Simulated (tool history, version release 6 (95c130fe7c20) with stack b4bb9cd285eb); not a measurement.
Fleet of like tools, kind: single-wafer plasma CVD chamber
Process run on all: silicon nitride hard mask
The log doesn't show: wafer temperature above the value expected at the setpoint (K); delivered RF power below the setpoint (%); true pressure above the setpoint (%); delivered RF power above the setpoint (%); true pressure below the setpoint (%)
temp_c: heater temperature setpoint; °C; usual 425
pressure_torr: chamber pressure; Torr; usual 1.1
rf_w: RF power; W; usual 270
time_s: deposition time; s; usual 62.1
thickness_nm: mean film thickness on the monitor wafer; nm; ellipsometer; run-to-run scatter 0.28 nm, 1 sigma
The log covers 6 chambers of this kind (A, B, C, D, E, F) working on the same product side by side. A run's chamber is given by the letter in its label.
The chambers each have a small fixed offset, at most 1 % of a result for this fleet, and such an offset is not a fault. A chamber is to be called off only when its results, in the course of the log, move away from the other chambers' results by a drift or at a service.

| run | hour | temp_c | pressure_torr | rf_w | time_s | hours since the last thermocouple change | hours since the last RF generator calibration | hours since the last manometer calibration | read-back reference wafer on the same gauge, thickness_nm | thickness_nm |
|---|---|---|---|---|---|---|---|---|---|---|
| 1C | 7.5 | 425 | 1.1 | 270 | 62.1 | 2395.6 | 982.7 | 676.4 | 69.037 | 59.392 |
| 2D | 11.9 | 425 | 1.1 | 270 | 62.1 | 712 | 1820.4 | 547.8 | 68.98 | 58.824 |
| 3E | 16.7 | 425 | 1.1 | 270 | 62.1 | 1893.9 | 218.1 | 650 | 69.054 | 59.141 |
| 4B | 20.8 | 425 | 1.1 | 270 | 62.1 | 903 | 1069.5 | 413.2 | 69.011 | 58.38 |
| 5A | 26.9 | 425 | 1.1 | 270 | 62.1 | 399.5 | 466.9 | 307.5 | 68.961 | 58.431 |
|  | 28.5 | chamber C: thermocouple changed; heater temperature recalibrated |
| 6F | 33 | 425 | 1.1 | 270 | 62.1 | 640.4 | 109.1 | 309.2 | 69.044 | 58.505 |
| 7B | 40.5 | 425 | 1.1 | 270 | 62.1 | 922.7 | 1089.2 | 432.9 | 68.976 | 58.341 |
| 8A | 46.1 | 425 | 1.1 | 270 | 62.1 | 418.7 | 486.1 | 326.7 | 69.068 | 58.627 |
| 9F | 50 | 425 | 1.21 | 270 | 62.1 | 657.4 | 126.1 | 326.2 | 68.962 | 60.464 |
| 10E | 56.6 | 425 | 1.21 | 270 | 62.1 | 1933.8 | 258 | 689.9 | 69.087 | 60.633 |
| 11C | 61.6 | 425 | 1.21 | 270 | 62.1 | 33.1 | 1036.8 | 730.5 | 69.089 | 60.288 |
| 12D | 65.8 | 425 | 1.21 | 270 | 62.1 | 765.9 | 1874.3 | 601.7 | 68.948 | 60.22 |
| 13B | 72.7 | 425 | 1.21 | 270 | 62.1 | 954.9 | 1121.4 | 465.1 | 68.92 | 59.904 |
| 14D | 77 | 425 | 1.21 | 270 | 62.1 | 777.1 | 1885.5 | 612.9 | 69.048 | 60.341 |
| 15E | 84.7 | 425 | 1.1 | 270 | 62.1 | 1961.9 | 286.1 | 718 | 69.032 | 59.126 |
| 16A | 93.1 | 425 | 1.1 | 270 | 62.1 | 465.7 | 533.1 | 373.7 | 69.051 | 59.102 |
| 17C | 99 | 425 | 1.1 | 270 | 62.1 | 70.5 | 1074.2 | 767.9 | 68.977 | 59.075 |
| 18F | 105.4 | 425 | 1.1 | 270 | 62.1 | 712.8 | 181.5 | 381.6 | 68.978 | 58.982 |
| 19F | 112.6 | 425 | 1.1 | 270 | 62.1 | 720 | 188.7 | 388.8 | 69.034 | 58.384 |
| 20D | 116.7 | 425 | 1.1 | 270 | 71 | 816.8 | 1925.2 | 652.6 | 69.071 | 66.436 |
| 21E | 120.4 | 425 | 1.1 | 270 | 71 | 1997.6 | 321.8 | 753.7 | 69.029 | 67.234 |
| 22B | 125.4 | 425 | 1.1 | 270 | 71 | 1007.6 | 1174.1 | 517.8 | 68.995 | 65.961 |
| 23A | 129.9 | 425 | 1.1 | 270 | 71 | 502.5 | 569.9 | 410.5 | 68.991 | 66.915 |
| 24C | 134.9 | 425 | 1.1 | 270 | 71 | 106.4 | 1110.1 | 803.8 | 68.97 | 67.894 |
| 25A | 141.8 | 425 | 1.1 | 270 | 71 | 514.4 | 581.8 | 422.4 | 68.945 | 66.714 |
| 26F | 148.8 | 425 | 1.1 | 270 | 62.1 | 756.2 | 224.9 | 425 | 68.983 | 58.344 |
| 27D | 156.5 | 425 | 1.1 | 270 | 62.1 | 856.6 | 1965 | 692.4 | 69.107 | 58.8 |
| 28C | 164.6 | 425 | 1.1 | 270 | 62.1 | 136.1 | 1139.8 | 833.5 | 69.063 | 58.486 |
| 29E | 171.9 | 425 | 1.1 | 270 | 62.1 | 2049.1 | 373.3 | 805.2 | 68.93 | 58.994 |
| 30B | 176.2 | 425 | 1.1 | 270 | 62.1 | 1058.4 | 1224.9 | 568.6 | 69.033 | 57.955 |
| 31C | 181.8 | 425 | 1.1 | 270 | 62.1 | 153.3 | 1157 | 850.7 | 69.045 | 59.338 |
| 32E | 188.9 | 425 | 1.1 | 270 | 62.1 | 2066.1 | 390.3 | 822.2 | 69.002 | 58.882 |
| 33B | 195.4 | 425 | 1.1 | 270 | 62.1 | 1077.6 | 1244.1 | 587.8 | 68.98 | 56.998 |
| 34A | 199.8 | 425 | 1.1 | 270 | 62.1 | 572.4 | 639.8 | 480.4 | 68.991 | 58.809 |
| 35F | 207.3 | 413 | 1.1 | 270 | 54.5 | 814.7 | 283.4 | 483.5 | 69.126 | 51.467 |
| 36D | 211.7 | 413 | 1.1 | 270 | 54.5 | 911.8 | 2020.2 | 747.6 | 69.036 | 51.989 |
| 37B | 216.6 | 413 | 1.1 | 270 | 54.5 | 1098.8 | 1265.3 | 609 | 69 | 50.511 |
| 38C | 224.8 | 413 | 1.1 | 270 | 54.5 | 196.3 | 1200 | 893.7 | 68.949 | 51.522 |
| 39F | 228.5 | 413 | 1.1 | 270 | 54.5 | 835.9 | 304.6 | 504.7 | 69.008 | 51.135 |
| 40E | 236.8 | 413 | 1.1 | 270 | 54.5 | 2114 | 438.2 | 870.1 | 69.022 | 52.017 |
| 41A | 242.2 | 425 | 1.1 | 270 | 62.1 | 614.8 | 682.2 | 522.8 | 68.975 | 58.684 |
| 42D | 247.5 | 425 | 1.1 | 270 | 62.1 | 947.6 | 2056 | 783.4 | 69.014 | 58.29 |
| 43D | 251.3 | 413 | 1.1 | 270 | 55.5 | 951.4 | 2059.8 | 787.2 | 68.987 | 53.217 |
| 44F | 258.9 | 413 | 1.1 | 270 | 55.5 | 866.3 | 335 | 535.1 | 68.927 | 52.62 |

Is one chamber out of step, is the gauge drifting, or do the chambers differ by no more than their own small offsets? For an off chamber, give its letter and the likeliest cause.

Chamber B drifts away from the others.
What lies behind it: delivered RF power below the setpoint (%) = 3.97.
The log may not separate it from: true pressure below the setpoint (%).

Which of the 4 candidates below, each the usual settings with something changed and its results left as question marks, puts chamber B back in line with what the other chambers give on the usual settings?
Counts as in line when no further than this from what the other chambers average on the usual settings: thickness_nm 1 nm
| 45B-1 | 264.9 | 425 | 1.07 | 270 | 58.5 |  |  |  |  | ? |
| 45B-2 | 264.9 | 425 | 1.1 | 300 | 62.1 |  |  |  |  | ? |
| 45B-3 | 264.9 | 425 | 1.09 | 265 | 60.8 |  |  |  |  | ? |
| 45B-4 | 264.9 | 425 | 1.1 | 285 | 62.1 |  |  |  |  | ? |

Mean of the other chambers on the usual settings: thickness_nm 58.762 nm
| run | thickness_nm |
|---|---|
| 45B-1 | 52.926 |
| 45B-2 | 60.979 |
| 45B-3 | 54.632 |
| 45B-4 | 58.903 |
45B-4 puts the chamber back in line with the other chambers.
